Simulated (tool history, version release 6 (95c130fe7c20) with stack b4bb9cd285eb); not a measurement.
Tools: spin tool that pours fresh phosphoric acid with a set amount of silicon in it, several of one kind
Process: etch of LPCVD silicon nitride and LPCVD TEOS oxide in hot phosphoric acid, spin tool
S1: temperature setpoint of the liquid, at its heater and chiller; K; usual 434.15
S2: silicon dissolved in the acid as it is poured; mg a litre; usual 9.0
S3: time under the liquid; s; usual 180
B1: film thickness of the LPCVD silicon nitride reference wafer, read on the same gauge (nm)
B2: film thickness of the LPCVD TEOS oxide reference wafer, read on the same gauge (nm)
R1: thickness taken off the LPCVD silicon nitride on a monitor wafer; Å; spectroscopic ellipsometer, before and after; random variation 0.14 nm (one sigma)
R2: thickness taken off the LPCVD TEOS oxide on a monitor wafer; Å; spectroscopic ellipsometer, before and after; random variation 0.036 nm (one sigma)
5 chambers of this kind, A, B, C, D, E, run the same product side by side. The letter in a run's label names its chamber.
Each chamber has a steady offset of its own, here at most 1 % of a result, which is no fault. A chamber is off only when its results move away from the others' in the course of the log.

run	hour	S1	S2	S3	B1	B2	R1	R2
1C	8.5	434.15	9.0	180	129.97	110.01	164.870	5.0500
2B	22.6	434.15	9.0	180	129.99	110.01	161.640	5.5733
3E	33.0	434.15	9.0	180	130.01	110.00	160.810	5.5708
4D	46.0	434.15	9.0	180	129.98	110.00	165.070	4.8837
5A	59.8	434.15	9.0	180	129.99	109.99	166.160	5.7742
# hour 61.5: chamber A: heated supply line repaired
# hour 63.1: chamber D: dissolved silicon flow meter replaced
6B	72.9	434.15	9.0	180	130.00	110.03	166.030	5.2273
7D	80.7	434.15	9.0	180	129.96	109.99	166.070	4.9969
8C	87.3	434.15	9.0	180	129.99	109.96	163.970	5.3931
9E	98.7	434.15	2.0	100	130.01	110.00	90.815	3.2911
10A	112.6	434.15	2.0	100	129.99	110.00	92.602	3.5119
11B	119.1	434.15	2.0	100	129.99	109.99	91.284	3.7343
12C	129.9	434.15	2.0	100	130.01	109.99	90.389	3.5978
# hour 135.4: chamber E: heated supply line repaired
13A	143.3	434.15	2.0	100	129.98	110.02	90.991	3.6223
14E	155.9	434.15	9.0	180	129.99	110.01	160.590	5.6702
15D	166.2	434.15	9.0	180	130.02	109.99	162.600	5.2852
16C	177.0	432.65	9.0	180	129.96	110.00	154.790	4.3447
# hour 179.7: chamber A: thermometer replaced
17B	185.5	432.65	9.0	180	129.99	109.99	155.760	5.1935
18D	198.4	432.65	9.0	180	129.95	110.01	154.200	4.5339
19E	213.5	432.65	9.0	180	130.01	110.01	156.470	4.8334
20A	228.2	432.65	9.0	180	129.99	110.00	156.500	4.2912
21E	238.5	434.15	9.0	180	130.02	110.00	163.010	5.0994
22A	253.5	431.15	14.5	180	130.00	110.03	148.470	3.5931
23B	262.3	431.15	14.5	180	129.99	110.01	147.220	3.7206
24C	271.8	431.15	14.5	180	130.00	109.99	139.220	3.8495
25D	286.0	431.15	14.5	180	130.00	110.00	149.660	3.8357
26E	298.7	431.15	14.5	180	130.01	110.01	146.780	3.8628
# hour 303.7: chamber B: dissolved silicon flow meter replaced
27B	307.4	434.15	9.0	180	129.98	109.99	164.170	4.9687
# hour 317.2: chamber C: dissolved silicon flow meter replaced
28A	322.7	434.15	9.0	180	130.00	109.98	164.530	5.3982
# hour 323.4: chamber E: thermometer replaced
29D	330.2	434.15	9.0	180	129.98	110.03	164.280	5.5133
30C	339.8	432.15	3.0	180	129.98	110.00	142.020	4.4568
31E	347.2	432.15	3.0	180	129.99	109.99	153.960	5.0646
32B	362.4	432.15	3.0	180	130.00	110.00	153.700	5.0545
33D	377.6	432.15	3.0	180	129.97	110.00	149.530	5.0833
34C	391.1	432.15	3.0	180	130.02	109.98	139.500	3.8795
35A	399.2	435.65	9.0	180	129.96	109.99	173.710	5.9179

What goes on in this fleet: one chamber off, a drifting gauge, or nothing beyond the chambers' own small offsets? Name the chamber and the cause, if any.

Chamber C drifts away from the others.
Cause: temperature lost on the way to the wafer (K) = 3.43.

Here are 4 candidates for chamber C's next run, each the usual settings with a change, their results left as question marks. Which one brings its results back in line with what the others give on the usual settings?
In line means no further than this from the other chambers' mean on the usual settings: R1 4.800 Å; R2 1.3000 Å
36C-1	410.2	432.15	14.5	160			?	?
36C-2	410.2	436.65	2.5	200			?	?
36C-3	410.2	432.65	12.5	170			?	?
36C-4	410.2	435.65	5.5	190			?	?

The other chambers' mean on the usual settings: R1 163.670 Å; R2 5.3169 Å
run	R1	R2
36C-1	122.200	2.7595
36C-2	177.580	6.2223
36C-3	132.070	3.1952
36C-4	163.170	5.1883
36C-4 brings the chamber back in line.
